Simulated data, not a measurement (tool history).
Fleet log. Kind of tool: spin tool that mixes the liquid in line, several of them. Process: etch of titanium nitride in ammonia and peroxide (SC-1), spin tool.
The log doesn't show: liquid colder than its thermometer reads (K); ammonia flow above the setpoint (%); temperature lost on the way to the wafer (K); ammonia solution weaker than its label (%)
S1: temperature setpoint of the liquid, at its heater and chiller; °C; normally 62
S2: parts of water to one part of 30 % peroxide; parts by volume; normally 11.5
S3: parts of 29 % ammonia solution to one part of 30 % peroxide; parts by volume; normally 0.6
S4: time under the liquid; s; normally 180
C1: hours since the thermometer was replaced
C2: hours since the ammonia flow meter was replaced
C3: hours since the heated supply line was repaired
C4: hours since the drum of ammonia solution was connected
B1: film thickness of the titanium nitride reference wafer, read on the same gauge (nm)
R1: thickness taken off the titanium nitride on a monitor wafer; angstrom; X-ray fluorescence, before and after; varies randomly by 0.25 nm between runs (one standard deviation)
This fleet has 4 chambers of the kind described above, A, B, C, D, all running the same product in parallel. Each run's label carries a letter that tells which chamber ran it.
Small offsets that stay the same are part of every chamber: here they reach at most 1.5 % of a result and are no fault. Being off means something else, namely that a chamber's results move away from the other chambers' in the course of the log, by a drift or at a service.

At day 0.317: chamber C: new drum of ammonia solution connected.
Run 1D, day 0.462: usual settings; C1 1272.8; C2 1472.3; C3 1088.7; C4 1121.5; B1 69.996. Result: R1 251.71 angstrom.
Run 2C, day 1.000: usual settings; C1 674.2; C2 382.3; C3 180.7; C4 16.4; B1 70.003. Result: R1 250.14 angstrom.
Run 3B, day 1.625: usual settings; C1 524.5; C2 275.9; C3 2047.7; C4 64.6; B1 70.033. Result: R1 246.43 angstrom.
Run 4A, day 2.158: usual settings; C1 980.8; C2 85.2; C3 540.5; C4 282.2; B1 69.977. Result: R1 245.55 angstrom.
Run 5D, day 2.492: usual settings; C1 1321.5; C2 1521.0; C3 1137.4; C4 1170.2; B1 70.004. Result: R1 249.21 angstrom.
At day 2.662: chamber D: new drum of ammonia solution connected.
Run 6A, day 2.958: usual settings; C1 1000.0; C2 104.4; C3 559.7; C4 301.4; B1 70.001. Result: R1 246.38 angstrom.
At day 3.146: chamber C: thermometer replaced.
Run 7C, day 3.508: usual settings; C1 8.8; C2 442.5; C3 240.9; C4 76.6; B1 69.993. Result: R1 254.79 angstrom.
Run 8B, day 3.992: usual settings; C1 581.3; C2 332.7; C3 2104.5; C4 121.4; B1 69.964. Result: R1 247.71 angstrom.
At day 4.167: chamber D: heated supply line repaired.
Run 9B, day 4.562: usual settings; C1 595.0; C2 346.4; C3 2118.2; C4 135.1; B1 69.993. Result: R1 247.80 angstrom.
Run 10C, day 4.850: usual settings; C1 41.0; C2 474.7; C3 273.1; C4 108.8; B1 69.975. Result: R1 248.52 angstrom.
Run 11A, day 5.196: usual settings but S1 54 °C, S3 0.7 parts by volume; C1 1053.7; C2 158.1; C3 613.4; C4 355.1; B1 70.010. Result: R1 144.95 angstrom.
Run 12D, day 5.708: usual settings but S1 54 °C, S3 0.7 parts by volume; C1 1398.7; C2 1598.2; C3 37.1; C4 73.1; B1 70.007. Result: R1 147.14 angstrom.
Run 13B, day 6.142: usual settings but S1 54 °C, S3 0.7 parts by volume; C1 632.9; C2 384.3; C3 2156.1; C4 173.0; B1 69.991. Result: R1 148.96 angstrom.
Run 14C, day 6.579: usual settings but S1 54 °C, S3 0.7 parts by volume; C1 82.5; C2 516.2; C3 314.6; C4 150.3; B1 70.014. Result: R1 149.27 angstrom.
Run 15D, day 7.108: usual settings but S3 0.4 parts by volume, S4 235 s; C1 1432.3; C2 1631.8; C3 70.7; C4 106.7; B1 69.984. Result: R1 300.47 angstrom.
Run 16A, day 7.392: usual settings but S3 0.4 parts by volume, S4 235 s; C1 1106.4; C2 210.8; C3 666.1; C4 407.8; B1 70.003. Result: R1 280.35 angstrom.
Run 17B, day 7.717: usual settings but S3 0.4 parts by volume, S4 235 s; C1 670.7; C2 422.1; C3 2193.9; C4 210.8; B1 69.990. Result: R1 301.08 angstrom.
Run 18C, day 8.150: usual settings but S3 0.4 parts by volume, S4 235 s; C1 120.2; C2 553.9; C3 352.3; C4 188.0; B1 69.997. Result: R1 295.83 angstrom.
Run 19D, day 8.746: usual settings; C1 1471.6; C2 1671.1; C3 110.0; C4 146.0; B1 69.963. Result: R1 249.31 angstrom.
Run 20A, day 9.188: usual settings; C1 1149.5; C2 253.9; C3 709.2; C4 450.9; B1 70.010. Result: R1 228.70 angstrom.
Run 21B, day 9.688: usual settings; C1 718.0; C2 469.4; C3 2241.2; C4 258.1; B1 69.996. Result: R1 246.22 angstrom.
Run 22A, day 10.192: usual settings; C1 1173.6; C2 278.0; C3 733.3; C4 475.0; B1 70.025. Result: R1 226.04 angstrom.
Run 23C, day 10.650: usual settings; C1 180.2; C2 613.9; C3 412.3; C4 248.0; B1 69.975. Result: R1 250.49 angstrom.
Run 24D, day 11.242: usual settings; C1 1531.5; C2 1731.0; C3 169.9; C4 205.9; B1 70.000. Result: R1 249.52 angstrom.
Run 25D, day 11.683: usual settings; C1 1542.1; C2 1741.6; C3 180.5; C4 216.5; B1 69.982. Result: R1 249.05 angstrom.
Run 26A, day 12.017: usual settings; C1 1217.4; C2 321.8; C3 777.1; C4 518.8; B1 70.020. Result: R1 220.94 angstrom.
Run 27B, day 12.471: usual settings; C1 784.8; C2 536.2; C3 2308.0; C4 324.9; B1 70.023. Result: R1 246.46 angstrom.
Run 28C, day 12.779: usual settings; C1 231.3; C2 665.0; C3 463.4; C4 299.1; B1 70.015. Result: R1 250.68 angstrom.
Run 29A, day 13.112: usual settings; C1 1243.7; C2 348.1; C3 803.4; C4 545.1; B1 69.983. Result: R1 217.00 angstrom.
Run 30D, day 13.583: usual settings; C1 1587.7; C2 1787.2; C3 226.1; C4 262.1; B1 69.962. Result: R1 251.54 angstrom.

Has any chamber moved away from the others, gradually or after a service, or does the common gauge drift, or do the chambers differ only by their own small steady offsets? State the chamber and the most likely cause if one applies.

It is chamber A that slowly wanders off from its peers.
Cause: liquid colder than its thermometer reads (K) = 2.04.
Not necessarily distinguishable in this log from: temperature lost on the way to the wafer (K).

Chamber A could run next with any of the 4 candidate recipes listed below; each alters the usual settings, and their results appear as question marks. Which one brings its results back in line with what the other chambers deliver on the usual settings?
Allowed miss from the other chambers' usual-settings mean, per result, to count as in line: R1 8.60 angstrom
Run 31A-1, day 14.046: usual settings but S1 61 °C, S4 170 s. Result: R1 ?.
Run 31A-2, day 14.046: usual settings but S2 17.5 parts by volume. Result: R1 ?.
Run 31A-3, day 14.046: usual settings but S1 63 °C, S4 190 s. Result: R1 ?.
Run 31A-4, day 14.046: usual settings but S4 225 s. Result: R1 ?.

Other chambers, usual settings, mean: R1 248.46 angstrom
  run      R1
31A-1  191.51
31A-2  173.32
31A-3  244.35
31A-4  270.87
31A-3 brings the chamber back in line.
